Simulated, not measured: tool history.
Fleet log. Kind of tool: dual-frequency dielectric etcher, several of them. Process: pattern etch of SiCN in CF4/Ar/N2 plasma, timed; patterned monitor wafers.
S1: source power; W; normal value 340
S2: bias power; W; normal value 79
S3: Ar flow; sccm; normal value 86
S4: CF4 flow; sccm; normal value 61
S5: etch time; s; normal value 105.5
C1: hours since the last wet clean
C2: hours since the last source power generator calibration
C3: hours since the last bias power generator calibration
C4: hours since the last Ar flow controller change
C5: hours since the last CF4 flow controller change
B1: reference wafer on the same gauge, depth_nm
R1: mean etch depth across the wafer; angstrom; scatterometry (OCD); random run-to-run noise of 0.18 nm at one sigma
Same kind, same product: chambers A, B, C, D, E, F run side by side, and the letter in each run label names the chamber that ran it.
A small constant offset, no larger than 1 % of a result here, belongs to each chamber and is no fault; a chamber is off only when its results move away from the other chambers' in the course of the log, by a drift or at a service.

run    day   S1  S2  S3  S4     S5     C1      C2      C3      C4      C5      B1      R1
 1B  0.133  340  79  86  61  105.5  268.2   928.9  2696.5  2121.7  1792.1  85.054  731.04
 2A  0.312  340  79  86  61  105.5  202.4  3178.8  3349.7  4016.4  2320.3  84.952  731.22
     0.404  -- chamber D: wet clean of the chamber
 3C  0.496  340  79  86  61  105.5    594    1518    1275   291.7   630.9  84.975  740.55
 4E  0.592  340  79  86  61  105.5     75  1153.8   221.5  1036.3   657.5  84.967  728.88
 5F  0.712  340  79  86  61  105.5  416.4   478.6  1344.4  1111.7  1153.2  85.032  736.16
 6D  0.879  340  79  86  61  105.5   11.5   912.7   535.2  1206.6  4473.8   85.03  734.17
 7A  0.975  340  79  86  61  105.5  218.3  3194.7  3365.6  4032.3  2336.2  85.019  734.06
 8C  1.146  340  79  86  61  105.5  609.6  1533.6  1290.6   307.3   646.5      85  741.11
 9B  1.267  340  79  86  61  105.5  295.4   956.1  2723.7  2148.9  1819.3  84.988  730.38
10F   1.45  340  79  86  61  105.5  434.1   496.3  1362.1  1129.4  1170.9   85.01   737.9
11E  1.592  340  79  86  61  105.5     99  1177.8   245.5  1060.3   681.5  84.961  731.06
12D  1.704  340  79  86  61  105.5   31.3   932.5     555  1226.4  4493.6   85.01  734.73
13D  1.796  340  79  86  61  105.5   33.5   934.7   557.2  1228.6  4495.8  85.006  737.22
14A  1.992  340  79  86  61  105.5  242.7  3219.1    3390  4056.7  2360.6  85.043  728.61
15E  2.192  340  79  86  61  105.5  113.4  1192.2   259.9  1074.7   695.9  84.995  731.05
16F  2.317  340  79  86  61  105.5  454.9   517.1  1382.9  1150.2  1191.7  84.996  738.06
17C  2.438  340  79  86  61  105.5  640.6  1564.6  1321.6   338.3   677.5  84.956  739.65
18B  2.608  340  79  86  61  105.5  327.6   988.3  2755.9  2181.1  1851.5   85.02  732.57
19D  2.733  340  79  86  61  105.5     56   957.2   579.7  1251.1  4518.3  85.016  734.44
20E  2.892  340  79  86  61  105.5  130.2    1209   276.7  1091.5   712.7   84.93  731.55
     2.967  -- chamber C: wet clean of the chamber
21B  2.983  340  79  86  61  105.5  336.6   997.3  2764.9  2190.1  1860.5  85.003  731.37
22F  3.142  340  79  86  61  105.5  474.7   536.9  1402.7    1170  1211.5  85.008  736.89
23A  3.312  340  79  86  61  105.5  274.4  3250.8  3421.7  4088.4  2392.3  85.003  727.62
24C    3.5  340  79  86  61  105.5   12.9  1590.1  1347.1   363.8     703  85.003  740.08
25C  3.671  340  79  86  61  105.5     17  1594.2  1351.2   367.9   707.1  84.999  739.16
26B  3.812  340  79  86  61  105.5  356.5  1017.2  2784.8    2210  1880.4  84.977  730.73
27E  3.962  340  79  86  61  105.5  155.9  1234.7   302.4  1117.2   738.4  85.001  731.63
28A  4.133  340  79  86  61  105.5  294.1  3270.5  3441.4  4108.1    2412   85.05  733.57
29D  4.308  340  79  86  61  105.5   93.8     995   617.5  1288.9  4556.1  85.049  737.14
30F    4.5  340  79  86  61  105.5  507.3   569.5  1435.3  1202.6  1244.1  84.983  736.74
31F  4.688  340  79  86  61  105.5  511.8     574  1439.8  1207.1  1248.6  85.047  730.03
32E  4.796  340  79  86  61  105.5  175.9  1254.7   322.4  1137.2   758.4  84.976  733.73
33B  4.958  340  95  86  61  135.5    384  1044.7  2812.3  2237.5  1907.9  85.004  1004.7
34A  5.129  340  95  86  61  135.5    318  3294.4  3465.3    4132  2435.9  84.986  1003.7
35D  5.221  340  95  86  61  135.5  115.7  1016.9   639.4  1310.8    4578  85.033  1009.2
36C  5.396  340  95  86  61  135.5   58.4  1635.6  1392.6   409.3   748.5      85  1014.6
37D  5.496  340  95  86  61  135.5  122.3  1023.5     646  1317.4  4584.6  85.013  1009.5
38A  5.608  340  95  86  61  135.5  329.5  3305.9  3476.8  4143.5  2447.4  84.988  1003.1
39C  5.738  340  79  86  61  105.5   66.6  1643.8  1400.8   417.5   756.7  84.993  738.23
40B  5.908  340  79  86  61  105.5  406.8  1067.5  2835.1  2260.3  1930.7  84.921  733.21
41E  6.075  340  79  86  61  105.5  206.6  1285.4   353.1  1167.9   789.1  84.932  732.56

All 6 chambers run these settings next. Forecast each chamber's results:
42A  6.217  340  79  86  61  105.5                           ?
42B  6.217  340  79  86  61  105.5                           ?
42C  6.217  340  79  86  61  105.5                           ?
42D  6.217  340  79  86  61  105.5                           ?
42E  6.217  340  79  86  61  105.5                           ?
42F  6.217  340  79  86  61  105.5                           ?

run      R1
42A  729.46
42B  729.66
42C  740.02
42D  735.11
42E   730.9
42F  736.47
